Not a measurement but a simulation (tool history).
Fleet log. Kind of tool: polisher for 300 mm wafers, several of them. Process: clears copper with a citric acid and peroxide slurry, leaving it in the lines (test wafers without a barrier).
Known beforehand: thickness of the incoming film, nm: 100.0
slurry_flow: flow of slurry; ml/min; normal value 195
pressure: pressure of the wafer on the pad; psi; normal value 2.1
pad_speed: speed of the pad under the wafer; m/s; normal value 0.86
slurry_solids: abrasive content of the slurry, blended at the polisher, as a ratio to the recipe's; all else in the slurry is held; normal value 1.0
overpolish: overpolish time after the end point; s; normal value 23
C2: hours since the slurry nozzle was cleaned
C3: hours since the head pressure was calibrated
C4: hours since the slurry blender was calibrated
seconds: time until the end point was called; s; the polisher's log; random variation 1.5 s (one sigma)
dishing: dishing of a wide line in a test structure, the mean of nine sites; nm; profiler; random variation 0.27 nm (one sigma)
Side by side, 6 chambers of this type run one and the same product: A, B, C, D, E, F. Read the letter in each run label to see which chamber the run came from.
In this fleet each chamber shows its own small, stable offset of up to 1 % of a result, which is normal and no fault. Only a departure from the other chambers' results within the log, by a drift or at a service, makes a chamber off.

run 1F day=0.142 | slurry_flow=195 pressure=2.1 pad_speed=0.86 slurry_solids=1.0 overpolish=23 | wafers_polished_on_this_pad=565 C2=317.7 C3=588.8 C4=65.0 | seconds=80.040 dishing=18.262
run 2C day=0.246 | slurry_flow=195 pressure=2.1 pad_speed=0.86 slurry_solids=1.0 overpolish=23 | wafers_polished_on_this_pad=736 C2=226.3 C3=710.1 C4=77.3 | seconds=78.918 dishing=17.466
run 3B day=0.379 | slurry_flow=195 pressure=2.1 pad_speed=0.86 slurry_solids=1.0 overpolish=23 | wafers_polished_on_this_pad=955 C2=181.4 C3=782.5 C4=51.7 | seconds=77.855 dishing=17.651
-- day=0.458 chamber B: worn pad replaced by a new one
run 4E day=0.462 | slurry_flow=195 pressure=2.1 pad_speed=0.86 slurry_solids=1.0 overpolish=23 | wafers_polished_on_this_pad=828 C2=287.0 C3=396.9 C4=15.3 | seconds=79.654 dishing=17.815
run 5D day=0.575 | slurry_flow=195 pressure=2.1 pad_speed=0.86 slurry_solids=1.0 overpolish=14 | wafers_polished_on_this_pad=401 C2=411.5 C3=828.7 C4=179.3 | seconds=78.943 dishing=12.269
-- day=0.675 chamber F: slurry nozzle cleaned
run 6A day=0.742 | slurry_flow=195 pressure=2.1 pad_speed=0.86 slurry_solids=1.0 overpolish=14 | wafers_polished_on_this_pad=870 C2=536.9 C3=1152.8 C4=222.4 | seconds=79.707 dishing=11.911
run 7B day=0.892 | slurry_flow=195 pressure=2.1 pad_speed=0.86 slurry_solids=1.0 overpolish=14 | wafers_polished_on_this_pad=91 C2=193.7 C3=794.8 C4=64.0 | seconds=79.102 dishing=12.064
run 8C day=1.058 | slurry_flow=195 pressure=2.1 pad_speed=0.86 slurry_solids=1.0 overpolish=14 | wafers_polished_on_this_pad=907 C2=245.8 C3=729.6 C4=96.8 | seconds=79.570 dishing=12.024
-- day=1.100 chamber E: worn pad replaced by a new one
run 9E day=1.158 | slurry_flow=195 pressure=2.1 pad_speed=0.86 slurry_solids=1.0 overpolish=14 | wafers_polished_on_this_pad=12 C2=303.7 C3=413.6 C4=32.0 | seconds=81.623 dishing=11.748
run 10F day=1.296 | slurry_flow=195 pressure=2.1 pad_speed=0.86 slurry_solids=1.0 overpolish=14 | wafers_polished_on_this_pad=808 C2=15.0 C3=616.5 C4=92.7 | seconds=80.602 dishing=12.582
-- day=1.333 chamber C: worn pad replaced by a new one
run 11A day=1.462 | slurry_flow=195 pressure=2.1 pad_speed=0.86 slurry_solids=1.0 overpolish=23 | wafers_polished_on_this_pad=1022 C2=554.2 C3=1170.1 C4=239.7 | seconds=80.062 dishing=17.732
run 12D day=1.571 | slurry_flow=195 pressure=2.1 pad_speed=0.86 slurry_solids=1.0 overpolish=23 | wafers_polished_on_this_pad=609 C2=435.4 C3=852.6 C4=203.2 | seconds=81.119 dishing=17.750
-- day=1.592 chamber A: slurry blender recalibrated
-- day=1.633 chamber F: worn pad replaced by a new one
run 13B day=1.654 | slurry_flow=195 pressure=2.1 pad_speed=0.86 slurry_solids=1.0 overpolish=23 | wafers_polished_on_this_pad=251 C2=212.0 C3=813.1 C4=82.3 | seconds=79.879 dishing=17.742
run 14E day=1.771 | slurry_flow=195 pressure=2.1 pad_speed=0.86 slurry_solids=1.0 overpolish=23 | wafers_polished_on_this_pad=140 C2=318.4 C3=428.3 C4=46.7 | seconds=79.065 dishing=17.878
run 15A day=1.942 | slurry_flow=195 pressure=2.1 pad_speed=0.86 slurry_solids=1.0 overpolish=23 | wafers_polished_on_this_pad=1122 C2=565.7 C3=1181.6 C4=8.4 | seconds=79.684 dishing=18.200
run 16C day=2.038 | slurry_flow=195 pressure=2.1 pad_speed=0.86 slurry_solids=1.0 overpolish=23 | wafers_polished_on_this_pad=147 C2=269.3 C3=753.1 C4=120.3 | seconds=78.514 dishing=18.015
run 17D day=2.121 | slurry_flow=195 pressure=2.1 pad_speed=0.86 slurry_solids=1.0 overpolish=23 | wafers_polished_on_this_pad=725 C2=448.6 C3=865.8 C4=216.4 | seconds=83.427 dishing=18.638
-- day=2.142 chamber A: worn pad replaced by a new one
run 18F day=2.221 | slurry_flow=195 pressure=2.1 pad_speed=0.86 slurry_solids=1.0 overpolish=23 | wafers_polished_on_this_pad=123 C2=37.2 C3=638.7 C4=114.9 | seconds=79.577 dishing=18.001
run 19C day=2.300 | slurry_flow=195 pressure=2.1 pad_speed=0.86 slurry_solids=1.0 overpolish=23 | wafers_polished_on_this_pad=202 C2=275.6 C3=759.4 C4=126.6 | seconds=81.479 dishing=17.884
-- day=2.367 chamber D: worn pad replaced by a new one
run 20F day=2.408 | slurry_flow=195 pressure=2.1 pad_speed=0.86 slurry_solids=1.0 overpolish=23 | wafers_polished_on_this_pad=163 C2=41.7 C3=643.2 C4=119.4 | seconds=80.739 dishing=18.338
run 21B day=2.575 | slurry_flow=195 pressure=2.1 pad_speed=0.86 slurry_solids=1.0 overpolish=23 | wafers_polished_on_this_pad=444 C2=234.1 C3=835.2 C4=104.4 | seconds=81.510 dishing=17.821
-- day=2.650 chamber A: head pressure recalibrated
run 22D day=2.717 | slurry_flow=195 pressure=2.1 pad_speed=1.02 slurry_solids=1.0 overpolish=23 | wafers_polished_on_this_pad=73 C2=462.9 C3=880.1 C4=230.7 | seconds=68.540 dishing=20.563
-- day=2.796 chamber D: head pressure recalibrated
run 23E day=2.833 | slurry_flow=195 pressure=2.1 pad_speed=1.02 slurry_solids=1.0 overpolish=23 | wafers_polished_on_this_pad=363 C2=343.9 C3=453.8 C4=72.2 | seconds=67.209 dishing=20.154
-- day=2.858 chamber A: slurry nozzle cleaned
run 24A day=2.929 | slurry_flow=195 pressure=2.1 pad_speed=1.02 slurry_solids=1.0 overpolish=23 | wafers_polished_on_this_pad=165 C2=1.8 C3=6.7 C4=32.1 | seconds=68.149 dishing=19.914
run 25A day=3.038 | slurry_flow=195 pressure=2.1 pad_speed=1.02 slurry_solids=1.0 overpolish=23 | wafers_polished_on_this_pad=188 C2=4.4 C3=9.3 C4=34.7 | seconds=67.391 dishing=20.628
-- day=3.054 chamber E: slurry nozzle cleaned
run 26E day=3.158 | slurry_flow=195 pressure=2.1 pad_speed=1.02 slurry_solids=1.0 overpolish=23 | wafers_polished_on_this_pad=431 C2=2.6 C3=461.6 C4=80.0 | seconds=67.919 dishing=20.112
run 27C day=3.317 | slurry_flow=195 pressure=2.1 pad_speed=1.02 slurry_solids=1.0 overpolish=23 | wafers_polished_on_this_pad=416 C2=300.0 C3=783.8 C4=151.0 | seconds=67.713 dishing=20.373
run 28F day=3.396 | slurry_flow=195 pressure=2.1 pad_speed=0.86 slurry_solids=1.0 overpolish=23 | wafers_polished_on_this_pad=370 C2=65.4 C3=666.9 C4=143.1 | seconds=78.953 dishing=18.354
run 29B day=3.529 | slurry_flow=195 pressure=2.1 pad_speed=0.86 slurry_solids=1.0 overpolish=23 | wafers_polished_on_this_pad=644 C2=257.0 C3=858.1 C4=127.3 | seconds=80.284 dishing=17.761
run 30D day=3.658 | slurry_flow=195 pressure=2.1 pad_speed=0.86 slurry_solids=1.0 overpolish=23 | wafers_polished_on_this_pad=271 C2=485.5 C3=20.8 C4=253.3 | seconds=80.616 dishing=17.922
run 31D day=3.762 | slurry_flow=195 pressure=2.1 pad_speed=0.86 slurry_solids=1.0 overpolish=23 | wafers_polished_on_this_pad=292 C2=488.0 C3=23.3 C4=255.8 | seconds=80.584 dishing=18.081
run 32B day=3.867 | slurry_flow=195 pressure=2.1 pad_speed=0.86 slurry_solids=1.0 overpolish=23 | wafers_polished_on_this_pad=715 C2=265.1 C3=866.2 C4=135.4 | seconds=80.637 dishing=18.042
run 33A day=3.996 | slurry_flow=195 pressure=2.8 pad_speed=0.86 slurry_solids=0.8 overpolish=23 | wafers_polished_on_this_pad=389 C2=27.4 C3=32.3 C4=57.7 | seconds=61.686 dishing=21.262
run 34F day=4.138 | slurry_flow=195 pressure=2.8 pad_speed=0.86 slurry_solids=0.8 overpolish=23 | wafers_polished_on_this_pad=525 C2=83.2 C3=684.7 C4=160.9 | seconds=63.651 dishing=21.026
run 35E day=4.238 | slurry_flow=195 pressure=2.8 pad_speed=0.86 slurry_solids=0.8 overpolish=23 | wafers_polished_on_this_pad=658 C2=28.5 C3=487.5 C4=105.9 | seconds=63.377 dishing=21.293
run 36C day=4.325 | slurry_flow=195 pressure=2.8 pad_speed=0.86 slurry_solids=0.8 overpolish=23 | wafers_polished_on_this_pad=627 C2=324.2 C3=808.0 C4=175.2 | seconds=63.641 dishing=21.466
run 37C day=4.404 | slurry_flow=195 pressure=2.8 pad_speed=0.86 slurry_solids=0.8 overpolish=23 | wafers_polished_on_this_pad=644 C2=326.1 C3=809.9 C4=177.1 | seconds=62.528 dishing=21.357
run 38E day=4.579 | slurry_flow=195 pressure=2.8 pad_speed=0.86 slurry_solids=0.8 overpolish=23 | wafers_polished_on_this_pad=729 C2=36.7 C3=495.7 C4=114.1 | seconds=64.614 dishing=21.157
run 39A day=4.658 | slurry_flow=195 pressure=2.1 pad_speed=0.86 slurry_solids=1.0 overpolish=23 | wafers_polished_on_this_pad=528 C2=43.3 C3=48.2 C4=73.6 | seconds=82.866 dishing=18.047
run 40D day=4.742 | slurry_flow=195 pressure=2.1 pad_speed=0.86 slurry_solids=1.0 overpolish=23 | wafers_polished_on_this_pad=498 C2=511.5 C3=46.8 C4=279.3 | seconds=80.944 dishing=17.894
run 41F day=4.821 | slurry_flow=195 pressure=2.1 pad_speed=0.86 slurry_solids=1.0 overpolish=23 | wafers_polished_on_this_pad=669 C2=99.6 C3=701.1 C4=177.3 | seconds=76.515 dishing=18.046
run 42B day=4.962 | slurry_flow=195 pressure=2.1 pad_speed=0.86 slurry_solids=1.0 overpolish=23 | wafers_polished_on_this_pad=944 C2=291.4 C3=892.5 C4=161.7 | seconds=82.521 dishing=17.713
run 43E day=5.088 | slurry_flow=195 pressure=2.1 pad_speed=0.86 slurry_solids=1.0 overpolish=23 | wafers_polished_on_this_pad=836 C2=48.9 C3=507.9 C4=126.3 | seconds=78.429 dishing=17.778
run 44C day=5.175 | slurry_flow=195 pressure=2.1 pad_speed=0.86 slurry_solids=1.0 overpolish=23 | wafers_polished_on_this_pad=805 C2=344.6 C3=828.4 C4=195.6 | seconds=77.943 dishing=17.941

Decide between three cases: one chamber stands off from its peers, the gauge reading all wafers drifts, or nothing is wrong past each chamber's small offset. Where a chamber is off, say which and what most likely put it there.

No chamber is off and the gauge is stable; the differences are just each chamber's small, constant offset.
